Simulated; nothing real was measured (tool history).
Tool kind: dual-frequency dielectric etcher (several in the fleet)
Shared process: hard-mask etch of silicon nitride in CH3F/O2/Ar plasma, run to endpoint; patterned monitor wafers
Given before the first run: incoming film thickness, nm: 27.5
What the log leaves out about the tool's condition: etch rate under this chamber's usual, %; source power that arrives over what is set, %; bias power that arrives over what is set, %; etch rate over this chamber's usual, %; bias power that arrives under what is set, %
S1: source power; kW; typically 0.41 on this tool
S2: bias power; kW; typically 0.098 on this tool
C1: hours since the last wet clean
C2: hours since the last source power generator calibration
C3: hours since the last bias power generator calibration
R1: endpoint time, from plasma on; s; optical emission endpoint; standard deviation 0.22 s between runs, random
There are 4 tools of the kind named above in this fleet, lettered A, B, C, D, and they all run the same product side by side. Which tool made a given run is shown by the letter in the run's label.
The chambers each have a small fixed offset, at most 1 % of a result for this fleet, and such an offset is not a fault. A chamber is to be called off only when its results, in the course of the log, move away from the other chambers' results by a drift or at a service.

-- hour=7.2 chamber B: wet clean of the chamber
run 1B hour=11.4 | S1=0.41 S2=0.098 | C1=4.3 C2=3593.6 C3=331.6 | R1=34.989
run 2D hour=20.8 | S1=0.41 S2=0.098 | C1=408.7 C2=1947.2 C3=536 | R1=35.877
run 3A hour=27.4 | S1=0.41 S2=0.098 | C1=110.6 C2=2746.5 C3=2400.6 | R1=35.231
run 4C hour=38.2 | S1=0.41 S2=0.098 | C1=180.2 C2=1556.1 C3=527.6 | R1=35.597
run 5B hour=48.5 | S1=0.41 S2=0.098 | C1=41.4 C2=3630.7 C3=368.7 | R1=35.054
run 6C hour=59.6 | S1=0.41 S2=0.098 | C1=201.6 C2=1577.5 C3=549 | R1=35.796
run 7D hour=67.7 | S1=0.41 S2=0.098 | C1=455.6 C2=1994.1 C3=582.9 | R1=35.675
run 8A hour=81.6 | S1=0.41 S2=0.098 | C1=164.8 C2=2800.7 C3=2454.8 | R1=35.67
run 9A hour=92.2 | S1=0.41 S2=0.098 | C1=175.4 C2=2811.3 C3=2465.4 | R1=35.446
run 10C hour=104.4 | S1=0.41 S2=0.098 | C1=246.4 C2=1622.3 C3=593.8 | R1=35.699
run 11D hour=112.9 | S1=0.41 S2=0.098 | C1=500.8 C2=2039.3 C3=628.1 | R1=35.927
-- hour=123.1 chamber D: wet clean of the chamber
run 12B hour=125.9 | S1=0.41 S2=0.098 | C1=118.8 C2=3708.1 C3=446.1 | R1=35.388
run 13B hour=134.4 | S1=0.41 S2=0.098 | C1=127.3 C2=3716.6 C3=454.6 | R1=35.203
run 14D hour=143.8 | S1=0.41 S2=0.098 | C1=20.8 C2=2070.2 C3=659 | R1=35.684
run 15C hour=154.9 | S1=0.41 S2=0.098 | C1=296.9 C2=1672.8 C3=644.3 | R1=35.26
run 16A hour=165.9 | S1=0.41 S2=0.085 | C1=249.1 C2=2885 C3=2539.1 | R1=37.528
run 17A hour=172.3 | S1=0.41 S2=0.085 | C1=255.5 C2=2891.4 C3=2545.5 | R1=37.533
run 18D hour=182.6 | S1=0.41 S2=0.085 | C1=59.6 C2=2109 C3=697.8 | R1=37.528
run 19C hour=194.2 | S1=0.41 S2=0.085 | C1=336.2 C2=1712.1 C3=683.6 | R1=37.076
run 20B hour=202.5 | S1=0.41 S2=0.098 | C1=195.4 C2=3784.7 C3=522.7 | R1=35.096
run 21B hour=212.7 | S1=0.41 S2=0.098 | C1=205.6 C2=3794.9 C3=532.9 | R1=35.295
run 22D hour=220.1 | S1=0.41 S2=0.098 | C1=97.1 C2=2146.5 C3=735.3 | R1=35.399
run 23A hour=230.5 | S1=0.41 S2=0.098 | C1=313.7 C2=2949.6 C3=2603.7 | R1=35.475
run 24C hour=243.2 | S1=0.37 S2=0.098 | C1=385.2 C2=1761.1 C3=732.6 | R1=36.149
run 25B hour=252.9 | S1=0.37 S2=0.098 | C1=245.8 C2=3835.1 C3=573.1 | R1=36.521
run 26D hour=259.5 | S1=0.37 S2=0.098 | C1=136.5 C2=2185.9 C3=774.7 | R1=37.527
run 27C hour=273.3 | S1=0.37 S2=0.098 | C1=415.3 C2=1791.2 C3=762.7 | R1=35.885
run 28A hour=285.5 | S1=0.41 S2=0.098 | C1=368.7 C2=3004.6 C3=2658.7 | R1=35.699
run 29C hour=299.4 | S1=0.41 S2=0.098 | C1=441.4 C2=1817.3 C3=788.8 | R1=34.514
run 30A hour=306.9 | S1=0.41 S2=0.098 | C1=390.1 C2=3026 C3=2680.1 | R1=35.878
run 31D hour=320.8 | S1=0.41 S2=0.098 | C1=197.8 C2=2247.2 C3=836 | R1=36.071
run 32B hour=329.8 | S1=0.41 S2=0.098 | C1=322.7 C2=3912 C3=650 | R1=35.368

Each of the 4 chambers runs these same settings next. Fill in every chamber's results:
run 33A hour=339.9 | S1=0.41 S2=0.098 | R1=?
run 33B hour=339.9 | S1=0.41 S2=0.098 | R1=?
run 33C hour=339.9 | S1=0.41 S2=0.098 | R1=?
run 33D hour=339.9 | S1=0.41 S2=0.098 | R1=?

run=33A R1=35.555
run=33B R1=35.041
run=33C R1=34.228
run=33D R1=35.772
